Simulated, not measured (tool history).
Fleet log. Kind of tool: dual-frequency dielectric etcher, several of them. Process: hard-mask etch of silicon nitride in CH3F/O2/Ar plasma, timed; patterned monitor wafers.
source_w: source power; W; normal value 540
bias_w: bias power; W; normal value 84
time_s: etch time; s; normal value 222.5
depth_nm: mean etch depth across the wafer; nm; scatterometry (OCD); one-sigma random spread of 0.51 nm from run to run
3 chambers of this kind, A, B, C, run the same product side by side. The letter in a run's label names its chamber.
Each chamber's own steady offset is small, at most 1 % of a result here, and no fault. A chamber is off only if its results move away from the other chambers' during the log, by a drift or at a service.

run	hour	source_w	bias_w	time_s	read-back reference wafer on the same gauge, depth_nm	depth_nm
1B	14.1	540	84	222.5	160.05	182.22
2A	20.4	540	84	222.5	160.07	184.93
3C	26.9	540	84	222.5	160.06	184.25
4C	38.3	540	84	222.5	160	185.52
5B	52.5	540	84	222.5	159.88	182.33
6A	59.8	540	84	222.5	159.96	185.05
7C	74.2	540	84	222.5	159.91	185.26
8A	82.7	540	84	222.5	159.97	184.48
9B	96.5	540	84	222.5	160.06	182.04
10A	108.4	540	84	222.5	160.04	185.24
11B	116.5	540	84	222.5	160.01	182.56
# hour 119.3: chamber C: wet clean of the chamber
12C	124.4	640	66	222.5	159.98	181.37
13C	130.7	640	66	222.5	160.06	182.92
14B	139.8	640	66	222.5	160.1	179.95
15A	150	540	84	222.5	159.97	184.91
16B	160.3	540	84	254	159.95	206.97
17A	166.6	540	84	254	159.93	211.03
18C	177.2	540	84	254	160.02	212.14
19A	184.5	540	84	179	160.09	149.15
20B	194.8	540	84	179	159.95	147.19
# hour 199.5: chamber A: wet clean of the chamber
21C	202.9	540	84	179	160.05	148.72
22B	210.6	540	84	222.5	159.85	182.44
23C	223	540	74	165.5	160.06	131.38
24A	232.3	540	74	165.5	160.01	127.23
25B	242.7	540	74	165.5	160.03	129.22
26A	253.2	540	84	222.5	160	178
27C	265.1	540	84	222.5	159.99	184.3
28A	272.7	540	84	222.5	159.95	178.47
29B	281.5	630	84	162.5	159.91	140.31
30C	288.6	630	84	162.5	160.03	142.32
31C	296.2	630	84	162.5	159.92	143.33
32B	302.9	540	84	222.5	160.06	182.58
33A	315	540	84	254	159.94	204.5
34C	322.4	540	84	254	159.95	210.52
35A	329	540	84	254	159.99	203.63
36B	339.7	540	84	222.5	160.02	182.44
# hour 342.7: chamber B: wet clean of the chamber
37A	348	620	84	222.5	159.94	189.07
38C	354.4	620	84	222.5	159.97	194.39
39B	366.6	620	84	222.5	160.15	192.73
40C	375.2	540	84	222.5	160.03	184.18

All chambers now run identical settings, listed one chamber a line with results as question marks. What results will each chamber show?
41A	385.6	540	84	278		?
41B	385.6	540	84	278		?
41C	385.6	540	84	278		?

run	depth_nm
41A	222.82
41B	228.76
41C	232.33

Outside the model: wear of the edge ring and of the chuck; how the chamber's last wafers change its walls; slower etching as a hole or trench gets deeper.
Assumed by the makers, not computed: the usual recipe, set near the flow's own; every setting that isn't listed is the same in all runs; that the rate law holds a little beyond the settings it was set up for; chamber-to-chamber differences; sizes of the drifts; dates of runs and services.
